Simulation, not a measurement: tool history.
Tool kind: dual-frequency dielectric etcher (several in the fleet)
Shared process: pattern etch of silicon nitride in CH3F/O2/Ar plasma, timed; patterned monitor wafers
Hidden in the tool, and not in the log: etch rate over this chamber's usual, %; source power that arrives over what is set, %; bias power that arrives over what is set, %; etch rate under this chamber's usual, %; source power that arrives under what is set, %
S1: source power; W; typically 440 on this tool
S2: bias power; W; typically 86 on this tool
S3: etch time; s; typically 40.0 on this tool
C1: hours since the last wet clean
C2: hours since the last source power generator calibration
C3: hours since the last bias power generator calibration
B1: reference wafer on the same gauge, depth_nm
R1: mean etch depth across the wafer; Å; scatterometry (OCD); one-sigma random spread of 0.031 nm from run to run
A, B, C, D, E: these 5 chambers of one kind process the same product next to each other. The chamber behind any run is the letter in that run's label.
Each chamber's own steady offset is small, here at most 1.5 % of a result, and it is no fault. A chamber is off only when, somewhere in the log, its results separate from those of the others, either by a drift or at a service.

run,hour,S1,S2,S3,C1,C2,C3,B1,R1
# hour 8.9: chamber D: wet clean of the chamber
1D,12.4,440,86,40.0,3.6,918.5,427.5,27.097,304.56
2E,22.6,440,86,40.0,553.6,1362.5,1856.9,27.097,307.56
3A,30.9,440,86,40.0,136.3,2316.6,577.6,27.089,308.62
4B,43.9,440,86,40.0,421.1,340.2,1093.4,27.084,308.96
5C,58.9,480,73,40.0,246.4,2217.5,2646.3,27.086,300.80
6E,68.7,480,73,40.0,599.7,1408.6,1903.0,27.084,299.88
7B,80.9,480,73,40.0,458.1,377.2,1130.4,27.081,301.39
# hour 93.1: chamber E: wet clean of the chamber
8A,94.0,480,73,40.0,199.4,2379.7,640.7,27.079,301.47
9C,102.8,480,73,40.0,290.3,2261.4,2690.2,27.072,300.45
10D,113.8,440,86,40.0,105.0,1019.9,528.9,27.067,304.50
# hour 123.3: chamber B: wet clean of the chamber
11A,125.3,440,86,40.0,230.7,2411.0,672.0,27.068,308.48
12C,136.1,440,107,49.5,323.6,2294.7,2723.5,27.058,412.78
13E,150.9,440,107,49.5,57.8,1490.8,1985.2,27.059,410.80
14D,164.1,440,107,49.5,155.3,1070.2,579.2,27.054,407.85
15B,180.5,440,107,49.5,57.3,476.8,1230.0,27.050,414.30
16B,195.9,440,107,49.5,72.7,492.2,1245.4,27.058,413.49
17E,203.5,440,86,44.5,110.4,1543.4,2037.8,27.042,341.68
18C,212.9,440,86,44.5,400.4,2371.5,2800.3,27.044,342.18
19A,223.2,440,86,44.5,328.6,2508.9,769.9,27.046,342.62
20D,237.0,440,86,44.5,228.2,1143.1,652.1,27.043,337.80
21E,247.5,440,86,44.5,154.4,1587.4,2081.8,27.042,341.18
# hour 259.2: chamber A: wet clean of the chamber
22B,263.0,440,86,40.0,139.8,559.3,1312.5,27.044,308.22
23A,275.8,440,86,40.0,16.7,2561.5,822.5,27.033,308.47
24C,284.9,440,86,40.0,472.4,2443.5,2872.3,27.026,307.49
25D,300.3,350,69,40.0,291.5,1206.4,715.4,27.026,258.05
26A,308.1,350,69,40.0,49.0,2593.8,854.8,27.020,261.73
# hour 313.2: chamber C: wet clean of the chamber
27E,322.2,350,69,40.0,229.1,1662.1,2156.5,27.017,260.82
28D,334.1,350,69,40.0,325.3,1240.2,749.2,27.018,257.97
29C,341.6,350,69,40.0,28.4,2500.2,2929.0,27.011,260.98
30B,352.9,440,86,40.0,229.7,649.2,1402.4,27.007,308.08
31D,361.8,440,86,40.0,353.0,1267.9,776.9,27.000,303.54
32E,374.8,440,86,40.0,281.7,1714.7,2209.1,27.003,306.92
33B,384.2,440,86,40.0,261.0,680.5,1433.7,27.002,308.16
34A,397.8,440,86,40.0,138.7,2683.5,944.5,27.000,307.41
35C,410.2,440,86,40.0,97.0,2568.8,2997.6,26.987,307.71
36E,423.5,440,86,40.0,330.4,1763.4,2257.8,26.989,305.97

Decide between three cases: one chamber stands off from its peers, the gauge reading all wafers drifts, or nothing is wrong past each chamber's small offset. Where a chamber is off, say which and what most likely put it there.

It is the gauge, not a chamber: its drift shows up in every chamber's results at once, and no chamber is off.
Most likely cause: gauge reads low (%) = 0.414.
